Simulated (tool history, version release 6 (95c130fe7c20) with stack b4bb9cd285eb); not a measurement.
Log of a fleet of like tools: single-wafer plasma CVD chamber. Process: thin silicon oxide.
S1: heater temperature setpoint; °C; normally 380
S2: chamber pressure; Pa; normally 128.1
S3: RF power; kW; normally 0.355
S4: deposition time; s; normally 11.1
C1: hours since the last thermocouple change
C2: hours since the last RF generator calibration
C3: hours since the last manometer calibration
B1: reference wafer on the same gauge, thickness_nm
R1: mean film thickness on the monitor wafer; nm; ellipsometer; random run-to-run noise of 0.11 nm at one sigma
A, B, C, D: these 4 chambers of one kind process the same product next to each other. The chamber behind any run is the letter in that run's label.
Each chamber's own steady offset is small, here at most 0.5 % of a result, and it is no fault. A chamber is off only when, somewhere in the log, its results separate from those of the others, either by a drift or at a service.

run 1D day=0.267 | S1=380 S2=128.1 S3=0.355 S4=11.1 | C1=1114.9 C2=2530.2 C3=1295.0 | B1=24.691 | R1=25.943
run 2C day=0.558 | S1=380 S2=128.1 S3=0.355 S4=11.1 | C1=501.6 C2=2131.1 C3=893.0 | B1=24.709 | R1=25.897
run 3B day=0.771 | S1=380 S2=128.1 S3=0.355 S4=11.1 | C1=638.2 C2=506.0 C3=1200.0 | B1=24.688 | R1=25.812
run 4A day=0.979 | S1=380 S2=128.1 S3=0.355 S4=11.1 | C1=1284.4 C2=311.4 C3=600.0 | B1=24.726 | R1=25.855
run 5D day=1.254 | S1=380 S2=128.1 S3=0.355 S4=11.1 | C1=1138.6 C2=2553.9 C3=1318.7 | B1=24.685 | R1=25.791
run 6A day=1.454 | S1=380 S2=128.1 S3=0.355 S4=11.1 | C1=1295.8 C2=322.8 C3=611.4 | B1=24.706 | R1=25.771
run 7C day=1.733 | S1=380 S2=128.1 S3=0.355 S4=11.1 | C1=529.8 C2=2159.3 C3=921.2 | B1=24.698 | R1=25.953
run 8B day=1.912 | S1=380 S2=128.1 S3=0.355 S4=11.1 | C1=665.6 C2=533.4 C3=1227.4 | B1=24.696 | R1=25.732
run 9C day=2.158 | S1=380 S2=128.1 S3=0.355 S4=11.1 | C1=540.0 C2=2169.5 C3=931.4 | B1=24.733 | R1=25.931
run 10A day=2.388 | S1=380 S2=128.1 S3=0.355 S4=11.1 | C1=1318.2 C2=345.2 C3=633.8 | B1=24.686 | R1=25.489
run 11B day=2.521 | S1=380 S2=128.1 S3=0.355 S4=11.1 | C1=680.2 C2=548.0 C3=1242.0 | B1=24.699 | R1=26.044
run 12D day=2.767 | S1=380 S2=128.1 S3=0.355 S4=11.1 | C1=1174.9 C2=2590.2 C3=1355.0 | B1=24.700 | R1=25.749
run 13B day=2.992 | S1=389 S2=128.1 S3=0.355 S4=9.5 | C1=691.5 C2=559.3 C3=1253.3 | B1=24.679 | R1=21.975
-- day=3.171 chamber D: RF generator calibrated
run 14D day=3.267 | S1=389 S2=128.1 S3=0.355 S4=9.5 | C1=1186.9 C2=2.4 C3=1367.0 | B1=24.702 | R1=22.218
run 15C day=3.475 | S1=389 S2=128.1 S3=0.355 S4=9.5 | C1=571.6 C2=2201.1 C3=963.0 | B1=24.696 | R1=21.817
run 16A day=3.654 | S1=389 S2=128.1 S3=0.355 S4=9.5 | C1=1348.6 C2=375.6 C3=664.2 | B1=24.709 | R1=21.287
run 17D day=3.833 | S1=380 S2=128.1 S3=0.355 S4=11.1 | C1=1200.5 C2=16.0 C3=1380.6 | B1=24.713 | R1=25.916
run 18C day=4.058 | S1=380 S2=128.1 S3=0.355 S4=11.1 | C1=585.6 C2=2215.1 C3=977.0 | B1=24.713 | R1=25.826
run 19A day=4.221 | S1=380 S2=128.1 S3=0.355 S4=11.1 | C1=1362.2 C2=389.2 C3=677.8 | B1=24.704 | R1=24.785
-- day=4.450 chamber A: thermocouple changed; heater temperature recalibrated
run 20B day=4.496 | S1=380 S2=128.1 S3=0.355 S4=11.1 | C1=727.6 C2=595.4 C3=1289.4 | B1=24.697 | R1=26.106
run 21B day=4.629 | S1=380 S2=128.1 S3=0.355 S4=11.1 | C1=730.8 C2=598.6 C3=1292.6 | B1=24.698 | R1=25.737
run 22C day=4.771 | S1=380 S2=128.1 S3=0.355 S4=11.1 | C1=602.7 C2=2232.2 C3=994.1 | B1=24.706 | R1=25.872
run 23D day=4.917 | S1=380 S2=128.1 S3=0.355 S4=11.1 | C1=1226.5 C2=42.0 C3=1406.6 | B1=24.685 | R1=25.910
run 24A day=5.079 | S1=380 S2=128.1 S3=0.355 S4=11.1 | C1=15.2 C2=409.8 C3=698.4 | B1=24.702 | R1=24.688
run 25B day=5.267 | S1=380 S2=128.1 S3=0.355 S4=11.1 | C1=746.1 C2=613.9 C3=1307.9 | B1=24.704 | R1=25.937
run 26A day=5.471 | S1=380 S2=128.1 S3=0.355 S4=11.1 | C1=24.6 C2=419.2 C3=707.8 | B1=24.717 | R1=24.667

All chambers now run identical settings, listed one chamber a line with results as question marks. What results will each chamber show?
run 27A day=5.688 | S1=380 S2=128.1 S3=0.355 S4=11.1 | R1=?
run 27B day=5.688 | S1=380 S2=128.1 S3=0.355 S4=11.1 | R1=?
run 27C day=5.688 | S1=380 S2=128.1 S3=0.355 S4=11.1 | R1=?
run 27D day=5.688 | S1=380 S2=128.1 S3=0.355 S4=11.1 | R1=?

run=27A R1=24.633
run=27B R1=25.904
run=27C R1=25.761
run=27D R1=26.073
